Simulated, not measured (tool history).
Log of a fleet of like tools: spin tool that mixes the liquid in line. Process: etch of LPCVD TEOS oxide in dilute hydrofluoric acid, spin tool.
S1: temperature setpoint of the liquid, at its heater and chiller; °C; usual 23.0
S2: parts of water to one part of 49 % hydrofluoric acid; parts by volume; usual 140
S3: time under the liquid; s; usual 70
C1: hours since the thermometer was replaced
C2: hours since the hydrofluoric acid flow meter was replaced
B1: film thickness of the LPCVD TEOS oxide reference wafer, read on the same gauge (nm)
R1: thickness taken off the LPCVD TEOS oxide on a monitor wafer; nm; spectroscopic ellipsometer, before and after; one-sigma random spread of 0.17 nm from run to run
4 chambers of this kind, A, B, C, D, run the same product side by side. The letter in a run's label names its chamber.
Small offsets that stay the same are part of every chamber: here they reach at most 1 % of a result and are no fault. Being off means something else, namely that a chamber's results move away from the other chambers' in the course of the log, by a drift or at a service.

run	day	S1	S2	S3	C1	C2	B1	R1
1B	0.333	23.0	140	70	1595.8	418.4	100.030	25.497
2D	0.888	23.0	140	70	327.7	901.4	100.010	25.365
3A	1.404	23.0	140	70	265.8	143.9	99.998	25.572
4C	1.825	23.0	140	70	119.0	224.0	100.020	25.916
5D	2.429	23.0	140	70	364.7	938.4	99.985	25.369
6B	2.892	27.5	140	70	1657.2	479.8	100.000	30.170
7C	3.442	27.5	140	70	157.8	262.8	100.050	30.275
8A	3.942	27.5	140	70	326.7	204.8	100.020	30.472
9C	4.538	27.5	140	70	184.1	289.1	100.010	30.496
10B	5.208	23.0	140	70	1712.8	535.4	99.976	25.422
11A	5.583	23.0	140	70	366.1	244.2	100.010	25.737
12D	6.054	23.0	140	60	451.7	1025.4	99.996	21.549
13A	6.738	23.0	140	60	393.8	271.9	99.981	22.144
14B	7.108	23.0	140	60	1758.4	581.0	99.976	22.045
15D	7.558	23.0	140	60	487.8	1061.5	99.961	21.756
16C	8.158	23.0	140	70	271.0	376.0	100.010	25.717
17C	8.829	23.0	140	70	287.1	392.1	99.985	25.520
18D	9.438	23.0	140	70	532.9	1106.6	99.969	25.245
19A	10.067	23.0	140	70	473.7	351.8	100.030	26.487
20B	10.396	18.5	180	70	1837.3	659.9	100.010	16.003
21B	10.950	18.5	180	70	1850.6	673.2	99.978	15.934
22C	11.592	18.5	180	70	353.4	458.4	99.984	16.180
# day 11.671: chamber C: hydrofluoric acid flow meter replaced
23D	12.021	18.5	180	70	594.9	1168.6	100.050	15.797
24A	12.504	23.0	140	70	532.2	410.3	100.040	26.884
25D	12.867	23.0	140	70	615.2	1188.9	99.972	25.001
26B	13.321	23.0	140	70	1907.5	730.1	100.040	25.799
27A	13.629	23.0	140	70	559.2	437.3	100.020	26.809
28C	14.067	23.0	160	90	412.8	57.6	100.040	28.517
29B	14.567	23.0	160	90	1937.4	760.0	99.956	27.996
30C	15.012	23.0	160	90	435.5	80.3	100.000	28.532
# day 15.346: chamber D: hydrofluoric acid flow meter replaced
31D	15.558	23.0	160	90	679.8	5.2	99.949	27.850
32A	16.179	23.0	140	70	620.4	498.5	99.989	26.993
33D	16.521	23.0	140	70	702.9	28.3	100.010	25.554
34B	16.862	23.0	140	70	1992.5	815.1	100.020	25.685
35A	17.521	23.0	140	70	652.6	530.7	99.964	27.299
36C	18.025	23.0	140	70	507.8	152.6	100.000	25.615
37D	18.392	23.0	140	70	747.8	73.2	100.040	25.409
38A	18.971	23.0	140	70	687.4	565.5	99.947	27.678
39C	19.588	27.5	85	70	545.3	190.1	100.000	53.008
40B	20.071	27.5	85	70	2069.5	892.1	99.979	53.943
41C	20.650	27.5	85	70	570.8	215.6	100.020	52.740

All 4 chambers run these settings next. Forecast each chamber's results:
42A	21.142	23.0	140	70				?
42B	21.142	23.0	140	70				?
42C	21.142	23.0	140	70				?
42D	21.142	23.0	140	70				?

run	R1
42A	28.025
42B	25.367
42C	25.556
42D	25.316
